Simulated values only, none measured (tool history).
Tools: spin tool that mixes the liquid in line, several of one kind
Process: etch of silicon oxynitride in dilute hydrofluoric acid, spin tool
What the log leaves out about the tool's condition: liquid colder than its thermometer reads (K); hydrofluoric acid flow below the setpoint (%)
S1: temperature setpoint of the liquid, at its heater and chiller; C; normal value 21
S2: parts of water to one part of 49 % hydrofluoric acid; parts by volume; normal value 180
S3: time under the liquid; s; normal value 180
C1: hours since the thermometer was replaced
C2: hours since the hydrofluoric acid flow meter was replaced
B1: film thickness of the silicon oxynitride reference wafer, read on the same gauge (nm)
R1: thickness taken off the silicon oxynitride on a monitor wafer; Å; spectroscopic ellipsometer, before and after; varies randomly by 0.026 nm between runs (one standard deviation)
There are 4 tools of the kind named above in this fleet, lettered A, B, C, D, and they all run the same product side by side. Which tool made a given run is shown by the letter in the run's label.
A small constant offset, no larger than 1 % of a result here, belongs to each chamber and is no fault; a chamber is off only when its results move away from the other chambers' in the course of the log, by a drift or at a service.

run   hour    S1   S2   S3      C1     C2      B1      R1
 1D     15    21  180  180  1007.8   30.4  110.02  38.148
      19.7  -- chamber A: thermometer replaced
 2B   29.8    21  180  180   342.3  465.3  110.03  38.979
 3C   41.3    21  180  180   930.6  314.3  110.01   39.43
      55.1  -- chamber B: hydrofluoric acid flow meter replaced
 4A   55.2    21  180  180    35.5   1099     110  38.863
      61.4  -- chamber A: hydrofluoric acid flow meter replaced
 5C   63.2    21  180  180   952.5  336.2  110.01  39.053
 6B   76.9    21  180  180   389.4   21.9  109.99  39.102
 7A   91.5    21  180  180    71.8   30.2  109.98  39.654
 8D  101.3    21  180  180  1094.1  116.7     110  38.732
 9B  112.9    21  180  180   425.4   57.9  110.02  39.062
10D  121.3    21  180  180  1114.1  136.7  109.97  38.544
11C  136.8    21  180  180  1026.1  409.8  110.01  39.089
12A  151.9    24  135  180   132.2   90.6  109.96  61.907
13B  162.1    24  135  180   474.6  107.1  110.01   62.57
14D  174.9    24  135  180  1167.7  190.3  109.99  60.799
15C  183.4    24  135  180  1072.7  456.4     110  61.202
16A  191.9    21  180  180   172.2  130.6  109.99  39.467
17D    199    21  180  180  1191.8  214.4     110   38.36
18C  213.5    21  180  180  1102.8  486.5  110.02   38.57
19A  227.6    21  180  180   207.9  166.3  110.02  39.239
20B  235.6    21  180  180   548.1  180.6     110   39.12
21A  250.8    21  180  180   231.1  189.5  110.02  39.668
22D  262.2    21  180  180    1255  277.6     110  38.588
23C  271.1    21  180  180  1160.4  544.1  110.02   38.01
24B  282.5    21  180  180     595  227.5     110  38.799
25C  291.2    21  180  180  1180.5  564.2  109.97  37.723
26B  304.8  18.5  180  180   617.3  249.8  109.98  34.881
27D  320.1  18.5  180  180  1312.9  335.5  110.01  34.184
28A  328.4  18.5  180  180   308.7  267.1  109.99   34.57
29C  342.7  18.5  180  180    1232  615.7  110.02  33.338
30A  356.4    21  180  180   336.7  295.1  109.98  38.997
31B  371.9    21  180  180   684.4  316.9  109.98  39.383
32D  379.1    21  180  180  1371.9  394.5  109.99  38.622
33D  386.9    21  180  180  1379.7  402.3  110.01  38.669
34A  396.8    21  180  180   377.1  335.5  110.01  39.464
35B  406.9    21  180  180   719.4  351.9     110  39.106
36C    420    21  210  220  1309.3    693  109.99  37.393
37A  431.4    21  210  220   411.7  370.1     110  39.771
38C  445.4    21  210  220  1334.7  718.4  110.01   37.15
39D  458.3    21  210  220  1451.1  473.7  109.99  39.442
40B  465.3    21  180  180   777.8  410.3  109.98  39.022
41C  475.3    21  180  180  1364.6  748.3     110  36.041
42B  490.2    21  180  180   802.7  435.2  109.99  39.143
43D  498.8    21  180  180  1491.6  514.2  110.01  38.952
44A  513.8    21  180  180   494.1  452.5  110.03  39.036

Each of the 4 chambers runs these same settings next. Fill in every chamber's results:
45A  524.9  21  180  180               ?
45B  524.9  21  180  180               ?
45C  524.9  21  180  180               ?
45D  524.9  21  180  180               ?

run      R1
45A  38.946
45B  39.372
45C  35.415
45D  38.557

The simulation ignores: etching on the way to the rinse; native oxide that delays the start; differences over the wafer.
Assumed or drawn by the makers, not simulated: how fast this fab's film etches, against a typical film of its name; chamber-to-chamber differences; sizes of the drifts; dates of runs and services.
